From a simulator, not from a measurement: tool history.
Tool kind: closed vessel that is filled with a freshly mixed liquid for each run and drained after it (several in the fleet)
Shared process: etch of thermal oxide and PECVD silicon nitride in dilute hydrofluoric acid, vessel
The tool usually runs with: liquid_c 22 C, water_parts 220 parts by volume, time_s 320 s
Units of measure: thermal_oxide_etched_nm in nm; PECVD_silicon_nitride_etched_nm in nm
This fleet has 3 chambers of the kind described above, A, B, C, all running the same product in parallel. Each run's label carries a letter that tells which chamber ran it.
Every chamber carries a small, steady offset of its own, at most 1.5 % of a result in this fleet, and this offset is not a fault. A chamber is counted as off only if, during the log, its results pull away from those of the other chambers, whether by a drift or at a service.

run    day  liquid_c  water_parts  time_s  hours since the thermometer was replaced  hours since the hydrofluoric acid flow meter was replaced  read-back film thickness of the thermal oxide reference wafer, read on the same gauge (nm)  read-back film thickness of the PECVD silicon nitride reference wafer, read on the same gauge (nm)  thermal_oxide_etched_nm  PECVD_silicon_nitride_etched_nm
 1A  0.383        22          220     320                                     453.6                                                      923.2                                                                                       50.01                                                                                              90.022                   5.8146                           3.6594
 2B  0.654        22          220     320                                    1952.3                                                      175.7                                                                                      50.006                                                                                              89.983                   5.7756                           3.5791
 3C  1.054        22          220     320                                     562.5                                                      406.7                                                                                          50                                                                                              89.986                   5.6389                           3.5813
 4B  1.538        22          220     320                                    1973.5                                                      196.9                                                                                      50.001                                                                                              89.988                    5.682                            3.505
 5C  1.879      18.5          220     245                                     582.3                                                      426.5                                                                                      50.003                                                                                              90.011                   3.7868                           2.1823
 6A  2.117      18.5          220     245                                     495.2                                                      964.8                                                                                      49.963                                                                                                  90                   3.8474                           2.2166
 7B  2.533      18.5          220     245                                    1997.4                                                      220.8                                                                                      50.023                                                                                              90.009                   3.8821                           2.1471
 8C  2.988      25.5          175     320                                     608.9                                                      453.1                                                                                      50.011                                                                                              89.992                    8.311                            5.526
 9A  3.479      25.5          175     320                                     527.9                                                      997.5                                                                                      50.046                                                                                               89.98                   8.6674                           5.6522
10A  3.929      25.5          175     320                                     538.7                                                     1008.3                                                                                      49.996                                                                                                  90                   8.6363                           5.6306
11B    4.2        22          220     320                                    2037.4                                                      260.8                                                                                      49.996                                                                                              90.002                   5.8098                           3.6027
12C  4.425      26.5          220     160                                     643.4                                                      487.6                                                                                      49.985                                                                                              90.002                   3.2613                           2.2659
13C  4.858      26.5          220     160                                     653.8                                                        498                                                                                      50.022                                                                                              89.961                   3.2144                           2.3096
14B  5.104      26.5          220     160                                    2059.1                                                      282.5                                                                                      49.966                                                                                               90.02                   3.3543                           2.3921
15A  5.342        22          220     490                                     572.6                                                     1042.2                                                                                      50.018                                                                                              90.039                   8.6655                           5.5574
16B    5.6        22          220     490                                      2071                                                      294.4                                                                                      49.988                                                                                              90.013                   8.8509                           5.4102
17C  5.842        22          220     490                                     677.4                                                      521.6                                                                                      50.004                                                                                              89.995                   8.3151                           5.2716
18A  6.175        22          220     320                                     592.6                                                     1062.2                                                                                      50.017                                                                                              90.001                   5.6995                           3.6391
19A    6.6        22          220     320                                     602.8                                                     1072.4                                                                                      50.023                                                                                              89.988                   5.7437                           3.6065
20C  7.058        22          220     320                                     706.6                                                      550.8                                                                                      49.996                                                                                              89.972                   5.3623                           3.3998
21B  7.317        22          220     320                                    2112.2                                                      335.6                                                                                      49.993                                                                                              89.996                   5.7926                           3.5167
22A  7.571        22          220     320                                     626.1                                                     1095.7                                                                                      50.024                                                                                              89.991                   5.7125                           3.6204
23B  7.946        22          220     320                                    2127.3                                                      350.7                                                                                      50.018                                                                                                  90                   5.7062                           3.5367
24C  8.167      17.5          135     320                                     733.2                                                      577.4                                                                                      50.003                                                                                              90.035                   7.7754                           3.9575
25A  8.529      17.5          135     320                                     649.1                                                     1118.7                                                                                      50.021                                                                                              89.992                   8.4241                           4.3001
26C  8.792      17.5          135     320                                     748.2                                                      592.4                                                                                      50.041                                                                                              90.008                   7.8062                           3.9429
27B  9.092        22          220     320                                    2154.8                                                      378.2                                                                                       49.97                                                                                              90.023                   5.7599                            3.568
28B  9.375        22          325     320                                    2161.6                                                        385                                                                                      49.994                                                                                               89.99                   3.5252                           2.4424

Predict what each chamber gives when all 3 of them run the settings below next.
29A  9.733        22          280     320                                                                                                                                                                                                                                                                                                                             ?                                ?
29B  9.733        22          280     320                                                                                                                                                                                                                                                                                                                             ?                                ?
29C  9.733        22          280     320                                                                                                                                                                                                                                                                                                                             ?                                ?

run  thermal_oxide_etched_nm  PECVD_silicon_nitride_etched_nm
29A                   4.3078                            2.868
29B                   4.2914                             2.84
29C                   3.8884                           2.6417
